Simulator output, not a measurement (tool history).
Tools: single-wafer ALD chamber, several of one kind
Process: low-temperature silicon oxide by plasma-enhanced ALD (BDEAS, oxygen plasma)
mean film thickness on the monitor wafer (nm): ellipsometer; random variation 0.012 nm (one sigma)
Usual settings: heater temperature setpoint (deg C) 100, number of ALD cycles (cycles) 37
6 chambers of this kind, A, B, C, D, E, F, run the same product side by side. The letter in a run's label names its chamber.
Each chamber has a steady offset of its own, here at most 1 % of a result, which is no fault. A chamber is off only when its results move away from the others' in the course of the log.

run   hour  heater temperature setpoint (deg C)  number of ALD cycles (cycles)  read-back reference wafer on the same gauge, thickness_nm  mean film thickness on the monitor wafer (nm)
 1E   15.3                                  100                             37                                                     4.8397                                         5.3028
 2F   24.8                                  100                             37                                                     4.8393                                         5.2816
 3B   32.3                                  100                             37                                                     4.8387                                          5.301
 4A   48.3                                  100                             37                                                     4.8411                                          5.266
 5C   60.8                                  100                             37                                                     4.8381                                          5.257
 6D   68.3                                  100                             37                                                     4.8426                                          5.323
 7F   77.6                                  100                             37                                                      4.841                                         5.2725
 8E   86.5                                  100                             37                                                     4.8397                                         5.2697
 9A  101.7                                  100                             35                                                     4.8378                                         4.9653
10B  111.1                                  100                             35                                                     4.8428                                         5.0012
11D  118.3                                  100                             35                                                     4.8381                                         5.0253
     123.7  -- chamber A: thermocouple changed; heater temperature recalibrated
12C  131.2                                  100                             35                                                     4.8381                                         4.9577
13F  147.3                                  100                             35                                                     4.8418                                          4.982
14C  155.2                                  100                             35                                                     4.8394                                         4.9862
15E  170.5                                  100                             37                                                       4.84                                         5.2686
16B    178                                  100                             37                                                     4.8392                                          5.303
17D    194                                   87                             43                                                     4.8436                                         6.4863
18A  201.5                                   87                             43                                                     4.8404                                         6.4293
19B  209.2                                   87                             43                                                     4.8399                                         6.4688
20C  217.1                                   87                             43                                                     4.8399                                         6.4062
     225.4  -- chamber D: thermocouple changed; heater temperature recalibrated
21D    227                                   87                             43                                                     4.8379                                           6.55
22A  243.1                                   87                             43                                                     4.8404                                         6.4146
23F  251.6                                  100                             37                                                     4.8375                                         5.2987
24E  264.3                                  100                             37                                                     4.8402                                         5.2878
25D  275.3                                  100                             37                                                     4.8398                                         5.3856
26B  287.4                                  100                             37                                                     4.8392                                         5.3019
27E  296.1                                  100                             37                                                     4.8428                                         5.2919
28A  305.1                                  100                             37                                                       4.84                                         5.2691
29C  313.1                                  100                             37                                                     4.8403                                         5.2521
30F    323                                  115                             44                                                     4.8411                                          6.116
31B  332.7                                  115                             44                                                     4.8401                                         6.1452
32E  345.3                                  115                             44                                                     4.8404                                         6.1044
33F  357.9                                  115                             44                                                     4.8385                                          6.145
34A  365.1                                  115                             44                                                     4.8431                                         6.0952
35D  377.6                                  115                             44                                                     4.8394                                         6.1732
36C    389                                  100                             37                                                     4.8389                                         5.2756
37B  396.9                                  100                             37                                                     4.8412                                         5.2997
38A    408                                  100                             37                                                     4.8395                                         5.2635
39F  415.3                                  100                             37                                                      4.838                                         5.2902
40E  422.4                                  114                             37                                                     4.8402                                         5.1609

Is one chamber off against the others, does the gauge drift, or is nothing wrong? If a chamber is off, say which, and what the likeliest cause is.

A service left chamber D off against the others.
Cause: wafer temperature below the value expected at the setpoint (K) = 3.47.

Here are 4 candidates for chamber D's next run, each the usual settings with a change, their results left as question marks. Which one brings its results back in line with what the others give on the usual settings?
In line means no further than this from the other chambers' mean on the usual settings: mean film thickness on the monitor wafer (nm) 0.043
41D-1  434.1                                   94                             37                                                                                                         ?
41D-2  434.1                                  106                             37                                                                                                         ?
41D-3  434.1                                   88                             37                                                                                                         ?
41D-4  434.1                                  117                             37                                                                                                         ?

The other chambers' mean on the usual settings: mean film thickness on the monitor wafer (nm) 5.2828
  run  mean film thickness on the monitor wafer (nm)
41D-1                                         5.4988
41D-2                                         5.2898
41D-3                                         5.6157
41D-4                                         5.1827
41D-2 brings the chamber back in line.

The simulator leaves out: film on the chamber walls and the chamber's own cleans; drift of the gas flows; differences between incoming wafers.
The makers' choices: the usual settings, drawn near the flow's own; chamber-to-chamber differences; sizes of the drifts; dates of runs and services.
